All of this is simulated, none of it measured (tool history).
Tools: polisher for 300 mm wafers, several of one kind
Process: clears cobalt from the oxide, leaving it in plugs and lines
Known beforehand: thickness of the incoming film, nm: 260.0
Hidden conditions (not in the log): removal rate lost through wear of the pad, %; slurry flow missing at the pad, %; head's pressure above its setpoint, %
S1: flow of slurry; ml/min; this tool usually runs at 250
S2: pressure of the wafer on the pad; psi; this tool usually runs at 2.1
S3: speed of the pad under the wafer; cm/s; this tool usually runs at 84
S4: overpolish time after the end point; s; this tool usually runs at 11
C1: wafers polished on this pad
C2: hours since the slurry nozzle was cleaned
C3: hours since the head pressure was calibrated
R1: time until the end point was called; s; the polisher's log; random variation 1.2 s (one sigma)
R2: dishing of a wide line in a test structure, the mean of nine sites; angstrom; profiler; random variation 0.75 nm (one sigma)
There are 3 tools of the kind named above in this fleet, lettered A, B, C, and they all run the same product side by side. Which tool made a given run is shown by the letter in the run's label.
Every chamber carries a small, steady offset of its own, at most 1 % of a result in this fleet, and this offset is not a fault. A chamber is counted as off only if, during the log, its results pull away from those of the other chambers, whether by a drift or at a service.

run	day	S1	S2	S3	S4	C1	C2	C3	R1	R2
# day 0.467: chamber B: head pressure recalibrated
1A	0.467	250	2.1	84	11	238	16.8	333.4	63.346	318.92
2B	0.788	250	2.1	84	11	574	350.9	7.8	63.825	317.43
3C	1.267	250	2.1	84	11	515	544.7	246.2	62.865	314.26
4C	1.671	250	2.1	84	11	583	554.4	255.9	64.859	322.04
5A	2.154	250	2.1	84	11	520	57.3	373.9	63.922	307.52
6B	2.662	250	2.1	84	11	888	395.9	52.8	64.928	321.40
7B	3.271	250	2.1	84	11	989	410.5	67.4	63.958	319.81
8A	3.629	250	2.1	84	11	767	92.7	409.3	63.116	319.13
# day 4.162: chamber B: worn pad replaced by a new one
9C	4.288	250	2.1	84	11	1020	617.2	318.7	63.157	324.47
10C	4.683	250	2.1	84	11	1086	626.7	328.2	62.400	322.96
# day 4.988: chamber B: slurry nozzle cleaned
11A	5.217	250	2.8	84	18	1032	130.8	447.4	47.230	488.65
# day 5.804: chamber C: worn pad replaced by a new one
12B	5.812	250	2.8	84	18	276	19.8	128.4	47.578	499.23
# day 6.088: chamber C: head pressure recalibrated
13A	6.108	250	2.8	84	18	1181	152.2	468.8	45.875	507.43
14C	6.629	250	2.1	84	11	138	673.4	13.1	63.647	327.64
15B	7.233	250	2.1	84	11	513	53.9	162.5	64.309	319.32
# day 7.400: chamber A: worn pad replaced by a new one
16C	7.858	250	2.1	84	11	343	702.9	42.6	63.756	318.94
17B	8.492	250	2.1	84	9	723	84.1	192.7	62.504	286.49
18A	9.154	250	2.1	84	9	293	225.3	541.9	62.996	279.99
19C	9.662	250	2.1	84	9	645	746.2	85.9	63.688	270.51
20A	10.225	250	2.1	84	11	472	251.0	567.6	62.341	312.25
# day 10.238: chamber B: worn pad replaced by a new one
21B	10.725	250	2.1	84	11	81	137.7	246.3	63.582	317.61
22B	11.204	250	2.1	84	11	161	149.2	257.8	64.351	314.82
23C	11.575	250	2.1	84	13	964	792.1	131.8	63.844	361.61
# day 11.708: chamber A: head pressure recalibrated
24A	12.017	250	2.1	84	13	771	294.0	7.5	63.908	364.06
25C	12.679	250	2.1	84	13	1149	818.6	158.3	63.521	352.26
26B	12.971	250	2.1	84	11	456	191.6	300.2	64.582	323.68
27A	13.421	250	2.1	84	11	1006	327.7	41.2	64.369	323.88
28B	14.029	250	2.1	84	11	633	217.0	325.6	66.506	322.18
29A	14.662	250	2.1	84	11	1213	357.5	71.0	64.793	323.37

What goes on in this fleet: one chamber off, a drifting gauge, or nothing beyond the chambers' own small offsets? Name the chamber and the cause, if any.

Neither any chamber nor the gauge drifts; the chambers differ only by their own small, steady offsets.
